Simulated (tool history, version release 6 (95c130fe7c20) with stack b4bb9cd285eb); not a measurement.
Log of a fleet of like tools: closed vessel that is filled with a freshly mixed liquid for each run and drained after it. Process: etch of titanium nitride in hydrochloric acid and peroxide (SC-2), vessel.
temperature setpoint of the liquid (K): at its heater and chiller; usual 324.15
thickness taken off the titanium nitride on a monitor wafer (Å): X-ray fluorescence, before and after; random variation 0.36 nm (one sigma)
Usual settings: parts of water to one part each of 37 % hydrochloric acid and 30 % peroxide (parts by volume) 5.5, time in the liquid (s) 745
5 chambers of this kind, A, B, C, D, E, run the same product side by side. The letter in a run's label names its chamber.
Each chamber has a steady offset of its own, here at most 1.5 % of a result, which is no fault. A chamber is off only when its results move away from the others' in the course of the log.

run	hour	temperature setpoint of the liquid (K)	parts of water to one part each of 37 % hydrochloric acid and 30 % peroxide (parts by volume)	time in the liquid (s)	hours since the thermometer was replaced	hours since the chemicals flow meter was replaced	hours since the drum of peroxide was connected	read-back film thickness of the titanium nitride reference wafer, read on the same gauge (nm)	thickness taken off the titanium nitride on a monitor wafer (Å)
# hour 9.5: chamber E: new drum of peroxide connected
1B	10.2	324.15	5.5	745	2282.1	233.7	523.7	130.00	566.92
2A	19.9	324.15	5.5	745	404.1	328.7	189.2	129.99	574.24
# hour 20.4: chamber D: thermometer replaced
# hour 25.2: chamber D: chemicals flow meter replaced
# hour 25.4: chamber D: new drum of peroxide connected
3E	29.1	324.15	5.5	745	102.0	279.0	19.7	130.00	565.07
4D	39.4	324.15	5.5	745	19.1	14.3	14.1	129.98	575.87
5C	51.3	324.15	5.5	745	581.7	661.4	785.8	130.01	567.20
6E	61.6	319.65	4.0	745	134.5	311.5	52.2	130.02	523.11
7C	72.7	319.65	4.0	745	603.1	682.8	807.2	130.01	521.43
# hour 75.5: chamber B: thermometer replaced
8D	84.3	319.65	4.0	745	64.0	59.2	59.0	129.99	529.21
# hour 85.1: chamber A: chemicals flow meter replaced
9B	97.7	319.65	4.0	745	22.2	321.2	611.2	129.99	526.81
10A	110.1	319.65	4.0	745	494.3	25.0	279.4	130.00	527.42
11D	123.1	324.15	5.5	745	102.8	98.0	97.8	129.99	573.13
12A	131.3	324.15	5.5	745	515.5	46.2	300.6	130.01	565.83
13E	137.6	324.15	5.5	745	210.5	387.5	128.2	130.00	566.89
14B	148.7	324.15	5.5	745	73.2	372.2	662.2	129.99	558.88
15C	159.4	324.15	5.5	745	689.8	769.5	893.9	130.00	566.87
16A	169.7	324.15	5.5	745	553.9	84.6	339.0	130.00	570.21
17C	182.0	324.15	5.5	745	712.4	792.1	916.5	130.00	567.16
18D	190.4	324.15	5.5	745	170.1	165.3	165.1	130.00	575.84
19E	197.1	324.15	5.5	745	270.0	447.0	187.7	130.01	567.62
20B	209.6	324.15	5.5	745	134.1	433.1	723.1	130.01	555.17
21B	216.6	324.15	5.5	745	141.1	440.1	730.1	130.00	559.75
22C	222.9	324.15	5.5	745	753.3	833.0	957.4	130.00	569.64
23A	231.4	327.65	4.5	745	615.6	146.3	400.7	130.00	839.72
24E	242.0	327.65	4.5	745	314.9	491.9	232.6	129.99	821.84
25D	254.8	327.65	4.5	745	234.5	229.7	229.5	129.99	837.54
26C	263.6	327.65	4.5	745	794.0	873.7	998.1	129.99	822.50
27B	270.3	327.65	4.5	745	194.8	493.8	783.8	129.98	801.81
28A	281.7	324.15	5.5	745	665.9	196.6	451.0	130.01	574.05
29D	291.5	324.15	5.5	745	271.2	266.4	266.2	130.01	574.30
30E	302.2	327.15	7.0	745	375.1	552.1	292.8	130.00	573.82
31D	312.8	327.15	7.0	745	292.5	287.7	287.5	130.00	582.57
32A	319.4	327.15	7.0	745	703.6	234.3	488.7	130.01	578.02
33E	328.3	327.15	7.0	745	401.2	578.2	318.9	129.99	579.99
34B	339.3	327.15	7.0	745	263.8	562.8	852.8	130.00	545.03
35C	346.2	324.15	5.5	745	876.6	956.3	1080.7	130.01	569.11

All 5 chambers run these settings next. Forecast each chamber's results:
36A	356.3	324.15	4.0	745					?
36B	356.3	324.15	4.0	745					?
36C	356.3	324.15	4.0	745					?
36D	356.3	324.15	4.0	745					?
36E	356.3	324.15	4.0	745					?

run	thickness taken off the titanium nitride on a monitor wafer (Å)
36A	707.68
36B	681.02
36C	709.83
36D	720.12
36E	713.76
